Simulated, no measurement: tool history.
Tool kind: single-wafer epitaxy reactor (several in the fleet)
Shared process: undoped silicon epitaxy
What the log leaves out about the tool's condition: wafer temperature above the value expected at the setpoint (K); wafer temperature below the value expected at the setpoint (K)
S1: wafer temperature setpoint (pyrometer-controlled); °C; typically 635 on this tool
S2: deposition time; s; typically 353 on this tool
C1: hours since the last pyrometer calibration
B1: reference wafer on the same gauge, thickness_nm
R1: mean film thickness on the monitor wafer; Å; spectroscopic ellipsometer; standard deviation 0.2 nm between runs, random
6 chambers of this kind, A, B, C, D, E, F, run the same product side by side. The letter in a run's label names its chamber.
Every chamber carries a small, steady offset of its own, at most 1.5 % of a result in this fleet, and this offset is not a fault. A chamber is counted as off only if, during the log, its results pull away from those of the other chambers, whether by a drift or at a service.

run 1E hour=7.5 | S1=635 S2=353 | C1=588.3 | B1=35.286 | R1=422.35
run 2F hour=20.2 | S1=635 S2=353 | C1=700.5 | B1=35.334 | R1=422.22
run 3D hour=27.9 | S1=635 S2=353 | C1=2478.5 | B1=35.335 | R1=428.71
run 4C hour=36 | S1=635 S2=353 | C1=1086 | B1=35.261 | R1=429.04
run 5B hour=43 | S1=635 S2=353 | C1=545.9 | B1=35.342 | R1=431.07
run 6A hour=55.7 | S1=635 S2=353 | C1=668.8 | B1=35.258 | R1=424.35
run 7C hour=63.6 | S1=635 S2=353 | C1=1113.6 | B1=35.267 | R1=432.67
run 8B hour=76 | S1=635 S2=353 | C1=578.9 | B1=35.312 | R1=430.32
run 9F hour=89.4 | S1=635 S2=353 | C1=769.7 | B1=35.326 | R1=422.1
-- hour=91.1 chamber D: pyrometer calibrated
run 10D hour=103.1 | S1=635 S2=353 | C1=12.1 | B1=35.294 | R1=424.57
run 11A hour=109.7 | S1=635 S2=353 | C1=722.8 | B1=35.285 | R1=422.11
run 12E hour=119.4 | S1=635 S2=353 | C1=700.2 | B1=35.277 | R1=427.25
run 13A hour=126.8 | S1=635 S2=353 | C1=739.9 | B1=35.264 | R1=422.54
run 14E hour=137 | S1=635 S2=353 | C1=717.8 | B1=35.26 | R1=422.81
run 15B hour=148.2 | S1=635 S2=353 | C1=651.1 | B1=35.285 | R1=427.95
run 16C hour=159.8 | S1=635 S2=353 | C1=1209.8 | B1=35.298 | R1=425.36
run 17D hour=169.8 | S1=635 S2=353 | C1=78.8 | B1=35.277 | R1=424.77
run 18F hour=181.2 | S1=625 S2=374 | C1=861.5 | B1=35.338 | R1=356.41
run 19D hour=189.8 | S1=625 S2=374 | C1=98.8 | B1=35.254 | R1=357.94
run 20F hour=198.7 | S1=625 S2=374 | C1=879 | B1=35.293 | R1=357.67
run 21C hour=207.3 | S1=625 S2=374 | C1=1257.3 | B1=35.291 | R1=360.78
-- hour=214.5 chamber E: pyrometer calibrated
run 22E hour=214.8 | S1=625 S2=374 | C1=0.3 | B1=35.334 | R1=336.56
run 23A hour=224.1 | S1=625 S2=374 | C1=837.2 | B1=35.334 | R1=359.03
run 24B hour=232.9 | S1=635 S2=353 | C1=735.8 | B1=35.295 | R1=427.33
run 25D hour=244.1 | S1=635 S2=353 | C1=153.1 | B1=35.251 | R1=426.02
run 26A hour=252.9 | S1=635 S2=403 | C1=866 | B1=35.319 | R1=479.44
run 27B hour=262.6 | S1=635 S2=403 | C1=765.5 | B1=35.297 | R1=489.96
run 28F hour=271.6 | S1=635 S2=403 | C1=951.9 | B1=35.275 | R1=482.82
run 29E hour=280.6 | S1=635 S2=403 | C1=66.1 | B1=35.317 | R1=459.09
run 30C hour=291.6 | S1=635 S2=403 | C1=1341.6 | B1=35.311 | R1=489.68
run 31F hour=302 | S1=635 S2=403 | C1=982.3 | B1=35.31 | R1=484.36
run 32A hour=309.5 | S1=635 S2=353 | C1=922.6 | B1=35.275 | R1=425.61
run 33D hour=315.9 | S1=635 S2=353 | C1=224.9 | B1=35.333 | R1=429.35
run 34B hour=322.4 | S1=635 S2=353 | C1=825.3 | B1=35.303 | R1=427.58
run 35C hour=328.9 | S1=635 S2=353 | C1=1378.9 | B1=35.326 | R1=429.59
run 36E hour=340.5 | S1=635 S2=353 | C1=126 | B1=35.312 | R1=403.81
run 37F hour=349.6 | S1=635 S2=353 | C1=1029.9 | B1=35.337 | R1=425.42

Decide between three cases: one chamber stands off from its peers, the gauge reading all wafers drifts, or nothing is wrong past each chamber's small offset. Where a chamber is off, say which and what most likely put it there.

After it was serviced, chamber E no longer matches the other chambers.
Cause: wafer temperature below the value expected at the setpoint (K) = 2.2.

Chamber E could run next with any of the 4 candidate recipes listed below; each alters the usual settings, and their results appear as question marks. Which one brings its results back in line with what the other chambers deliver on the usual settings?
In-line tolerance around the mean of the other chambers on the usual settings: R1 7 Å
run 38E-1 hour=359.7 | S1=633 S2=348 | R1=?
run 38E-2 hour=359.7 | S1=634 S2=353 | R1=?
run 38E-3 hour=359.7 | S1=635 S2=360 | R1=?
run 38E-4 hour=359.7 | S1=637 S2=358 | R1=?

The mean the other chambers reach with the usual settings: R1 426.41 Å
run=38E-1 R1=380.44
run=38E-2 R1=394.82
run=38E-3 R1=411.92
run=38E-4 R1=428.66
The right change is 38E-4: it brings the chamber back within the allowed miss of the others.
